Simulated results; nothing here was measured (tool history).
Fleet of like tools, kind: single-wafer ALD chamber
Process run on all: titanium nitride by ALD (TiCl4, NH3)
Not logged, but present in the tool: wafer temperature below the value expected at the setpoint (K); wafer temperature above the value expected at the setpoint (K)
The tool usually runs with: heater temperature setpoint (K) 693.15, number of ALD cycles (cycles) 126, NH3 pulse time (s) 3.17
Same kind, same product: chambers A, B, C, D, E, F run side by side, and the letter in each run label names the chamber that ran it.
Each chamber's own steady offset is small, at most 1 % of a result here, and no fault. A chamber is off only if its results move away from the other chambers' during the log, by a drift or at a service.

| run | hour | heater temperature setpoint (K) | number of ALD cycles (cycles) | NH3 pulse time (s) | hours since the last thermocouple change | read-back reference wafer on the same gauge, thickness_nm | mean film thickness on the monitor wafer (angstrom) |
|---|---|---|---|---|---|---|---|
| 1D | 4.1 | 693.15 | 126 | 3.17 | 1001.9 | 2.3091 | 28.268 |
| 2A | 7.4 | 693.15 | 126 | 3.17 | 2865.5 | 2.309 | 28.478 |
| 3F | 12.7 | 693.15 | 126 | 3.17 | 1755.8 | 2.3089 | 28.443 |
| 4C | 17.6 | 693.15 | 126 | 3.17 | 1337.6 | 2.3082 | 28.42 |
| 5E | 20.2 | 693.15 | 126 | 3.17 | 48.8 | 2.3079 | 28.356 |
| 6B | 24.9 | 693.15 | 126 | 3.17 | 1622.4 | 2.3074 | 28.517 |
| 7B | 29.4 | 693.15 | 126 | 3.17 | 1626.9 | 2.3064 | 28.491 |
| 8A | 31.8 | 693.15 | 126 | 3.17 | 2889.9 | 2.307 | 28.47 |
| 9C | 35.2 | 693.15 | 126 | 3.17 | 1355.2 | 2.3081 | 28.456 |
| 10F | 37.7 | 706.15 | 126 | 3.17 | 1780.8 | 2.3072 | 28.384 |
| 11E | 41.2 | 706.15 | 126 | 3.17 | 69.8 | 2.3065 | 28.201 |
| 12D | 44.6 | 706.15 | 126 | 3.17 | 1042.4 | 2.3049 | 28.18 |
| 13E | 50 | 706.15 | 126 | 3.17 | 78.6 | 2.3069 | 28.139 |
| 14B | 55.5 | 706.15 | 126 | 3.17 | 1653 | 2.305 | 28.549 |
| 15F | 59.1 | 706.15 | 126 | 3.17 | 1802.2 | 2.3045 | 28.407 |
| 16D | 62.6 | 693.15 | 126 | 3.17 | 1060.4 | 2.3026 | 28.113 |
| 17C | 67.7 | 693.15 | 126 | 3.17 | 1387.7 | 2.3026 | 28.332 |
| 18A | 72.5 | 693.15 | 126 | 3.17 | 2930.6 | 2.303 | 28.447 |
| 19A | 76.2 | 693.15 | 126 | 3.17 | 2934.3 | 2.3025 | 28.35 |
| 20C | 80.4 | 693.15 | 126 | 3.17 | 1400.4 | 2.3026 | 28.387 |
| 21E | 85.4 | 693.15 | 126 | 3.17 | 114 | 2.3014 | 28.168 |
| 22D | 88.5 | 693.15 | 126 | 3.17 | 1086.3 | 2.302 | 28.248 |
| 23B | 91.8 | 693.15 | 126 | 3.17 | 1689.3 | 2.3016 | 28.369 |
| 24F | 96 | 693.15 | 126 | 2.03 | 1839.1 | 2.301 | 27.99 |
| 25A | 101.6 | 693.15 | 126 | 2.03 | 2959.7 | 2.3004 | 27.981 |
| 26B | 105.4 | 693.15 | 126 | 2.03 | 1702.9 | 2.2999 | 28.06 |
| 27F | 108 | 693.15 | 126 | 2.03 | 1851.1 | 2.2997 | 28.105 |
| 28E | 111 | 693.15 | 126 | 2.03 | 139.6 | 2.2991 | 27.833 |
| 29D | 113.8 | 693.15 | 126 | 2.03 | 1111.6 | 2.2995 | 27.803 |
| 30C | 118.4 | 693.15 | 126 | 3.17 | 1438.4 | 2.2996 | 28.355 |
| 31C | 123.4 | 693.15 | 126 | 3.17 | 1443.4 | 2.2984 | 28.382 |
| 32E | 127.6 | 693.15 | 126 | 3.17 | 156.2 | 2.2978 | 28.206 |
| 33B | 133 | 693.15 | 126 | 3.17 | 1730.5 | 2.2971 | 28.271 |
| 34F | 136 | 680.15 | 140 | 3.17 | 1879.1 | 2.2971 | 31.377 |
| 35A | 139.4 | 680.15 | 140 | 3.17 | 2997.5 | 2.2975 | 31.387 |
| 36D | 143.3 | 680.15 | 140 | 3.17 | 1141.1 | 2.296 | 31.194 |
| 37A | 147.1 | 680.15 | 140 | 3.17 | 3005.2 | 2.2959 | 31.34 |
| 38B | 151.7 | 680.15 | 140 | 3.17 | 1749.2 | 2.2947 | 31.451 |
| 39E | 155.4 | 680.15 | 140 | 3.17 | 184 | 2.2954 | 31.111 |
| 40F | 158.8 | 693.15 | 126 | 3.17 | 1901.9 | 2.2959 | 28.303 |
| 41C | 162.4 | 693.15 | 112 | 4.09 | 1482.4 | 2.295 | 25.222 |

One chamber off, gauge drift, or nothing amiss beyond the chambers' own small offsets? If it is a chamber, which one, and what is the likeliest cause?

None of the chambers is off. What moves is the gauge, dragging all their readings along together.
Likeliest cause: gauge reads low (%) = 0.677.
